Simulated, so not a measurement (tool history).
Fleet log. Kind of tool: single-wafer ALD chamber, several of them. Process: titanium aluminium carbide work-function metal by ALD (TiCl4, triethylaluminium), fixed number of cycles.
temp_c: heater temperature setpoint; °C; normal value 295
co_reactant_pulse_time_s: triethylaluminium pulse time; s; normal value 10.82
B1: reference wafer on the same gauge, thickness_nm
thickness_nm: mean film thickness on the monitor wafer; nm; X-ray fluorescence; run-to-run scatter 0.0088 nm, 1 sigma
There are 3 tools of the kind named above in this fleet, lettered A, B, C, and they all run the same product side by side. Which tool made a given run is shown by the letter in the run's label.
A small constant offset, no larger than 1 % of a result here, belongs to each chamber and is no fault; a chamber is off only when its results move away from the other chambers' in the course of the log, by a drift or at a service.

Run 1A, hour 6.8: usual settings; B1 2.0714. Result: thickness_nm 1.9661 nm.
At hour 10.9: chamber A: thermocouple changed; heater temperature recalibrated.
Run 2C, hour 14.4: usual settings; B1 2.0701. Result: thickness_nm 1.9752 nm.
Run 3B, hour 21.3: usual settings; B1 2.0707. Result: thickness_nm 1.9491 nm.
Run 4A, hour 30: usual settings; B1 2.0704. Result: thickness_nm 1.9653 nm.
Run 5B, hour 41.2: usual settings; B1 2.0707. Result: thickness_nm 1.9582 nm.
Run 6C, hour 49.1: usual settings; B1 2.0697. Result: thickness_nm 1.9844 nm.
Run 7C, hour 56.2: usual settings but temp_c 302 °C, co_reactant_pulse_time_s 13.52 s; B1 2.0713. Result: thickness_nm 2.0783 nm.
Run 8B, hour 70: usual settings but temp_c 302 °C, co_reactant_pulse_time_s 13.52 s; B1 2.0702. Result: thickness_nm 2.0403 nm.
Run 9A, hour 83: usual settings but temp_c 302 °C, co_reactant_pulse_time_s 13.52 s; B1 2.0692. Result: thickness_nm 2.0452 nm.
Run 10A, hour 96.8: usual settings; B1 2.0703. Result: thickness_nm 1.9616 nm.
Run 11C, hour 104.5: usual settings; B1 2.0696. Result: thickness_nm 1.9725 nm.
Run 12B, hour 111.2: usual settings; B1 2.0707. Result: thickness_nm 1.9477 nm.
Run 13B, hour 119.3: usual settings; B1 2.0692. Result: thickness_nm 1.9517 nm.
Run 14C, hour 131.5: usual settings; B1 2.0703. Result: thickness_nm 1.9941 nm.
Run 15A, hour 138.8: usual settings but temp_c 281 °C, co_reactant_pulse_time_s 14.23 s; B1 2.0713. Result: thickness_nm 1.8701 nm.
Run 16C, hour 152.5: usual settings but temp_c 281 °C, co_reactant_pulse_time_s 14.23 s; B1 2.0728. Result: thickness_nm 1.8901 nm.
Run 17B, hour 163.8: usual settings but temp_c 281 °C, co_reactant_pulse_time_s 14.23 s; B1 2.0696. Result: thickness_nm 1.8605 nm.
Run 18A, hour 173.8: usual settings; B1 2.0715. Result: thickness_nm 1.9228 nm.
Run 19B, hour 184.4: usual settings; B1 2.0668. Result: thickness_nm 1.9489 nm.
Run 20C, hour 196.2: usual settings; B1 2.0686. Result: thickness_nm 1.9904 nm.
Run 21A, hour 203.6: usual settings; B1 2.069. Result: thickness_nm 1.927 nm.
Run 22B, hour 215.2: usual settings; B1 2.0693. Result: thickness_nm 1.9365 nm.
Run 23A, hour 223.1: usual settings; B1 2.0703. Result: thickness_nm 1.9307 nm.
Run 24C, hour 235.1: usual settings; B1 2.0686. Result: thickness_nm 1.9856 nm.
Run 25C, hour 245.7: usual settings; B1 2.0701. Result: thickness_nm 1.9632 nm.
Run 26A, hour 256.9: usual settings; B1 2.0711. Result: thickness_nm 1.9216 nm.
Run 27B, hour 263: usual settings; B1 2.0707. Result: thickness_nm 1.9362 nm.
Run 28B, hour 270: usual settings; B1 2.0723. Result: thickness_nm 1.9597 nm.
Run 29C, hour 281.8: usual settings; B1 2.0717. Result: thickness_nm 1.9856 nm.
Run 30A, hour 288.3: usual settings; B1 2.071. Result: thickness_nm 1.8993 nm.
Run 31B, hour 296.7: usual settings; B1 2.0704. Result: thickness_nm 1.9369 nm.
Run 32A, hour 305: usual settings; B1 2.0693. Result: thickness_nm 1.9059 nm.
At hour 313.1: chamber C: triethylaluminium bottle replaced.
Run 33C, hour 318.6: usual settings; B1 2.0701. Result: thickness_nm 1.982 nm.
Run 34B, hour 326.1: usual settings; B1 2.0712. Result: thickness_nm 1.9469 nm.
Run 35C, hour 338.3: usual settings; B1 2.0709. Result: thickness_nm 1.9677 nm.
Run 36A, hour 350.5: usual settings; B1 2.0693. Result: thickness_nm 1.8995 nm.
Run 37C, hour 364: usual settings but temp_c 302 °C; B1 2.0717. Result: thickness_nm 2.0319 nm.
Run 38B, hour 372.3: usual settings but temp_c 302 °C; B1 2.07. Result: thickness_nm 2.0144 nm.
Run 39A, hour 383.6: usual settings but temp_c 302 °C; B1 2.0702. Result: thickness_nm 1.9154 nm.
Run 40C, hour 392.8: usual settings; B1 2.0703. Result: thickness_nm 1.9935 nm.

Read the log: is a single chamber off, either drifting away or since a service, is the gauge that measures every chamber drifting, or is nothing wrong beyond small per-chamber offsets? Name any odd chamber and what most likely caused it.

Little by little, chamber A moves away from the other chambers.
Cause: triethylaluminium dose below that of a fresh bottle (%) = 30.9.

Which of the 4 candidates below, each the usual settings with something changed and its results left as question marks, puts chamber A back in line with what the other chambers give on the usual settings?
Maximum distance from the other chambers' mean on the usual settings for a result to count as in line: thickness_nm 0.031 nm
Run 41A-1, hour 402.7: usual settings but temp_c 293 °C, co_reactant_pulse_time_s 10.13 s. Result: thickness_nm ?.
Run 41A-2, hour 402.7: usual settings but co_reactant_pulse_time_s 11.89 s. Result: thickness_nm ?.
Run 41A-3, hour 402.7: usual settings but co_reactant_pulse_time_s 14.58 s. Result: thickness_nm ?.
Run 41A-4, hour 402.7: usual settings but temp_c 283 °C. Result: thickness_nm ?.

The other chambers' mean on the usual settings: thickness_nm 1.9658 nm
  run  thickness_nm
41A-1        1.8127
41A-2        1.8919
41A-3        1.9492
41A-4        1.7602
Change 41A-3 lands the chamber within the allowed miss of the other chambers.
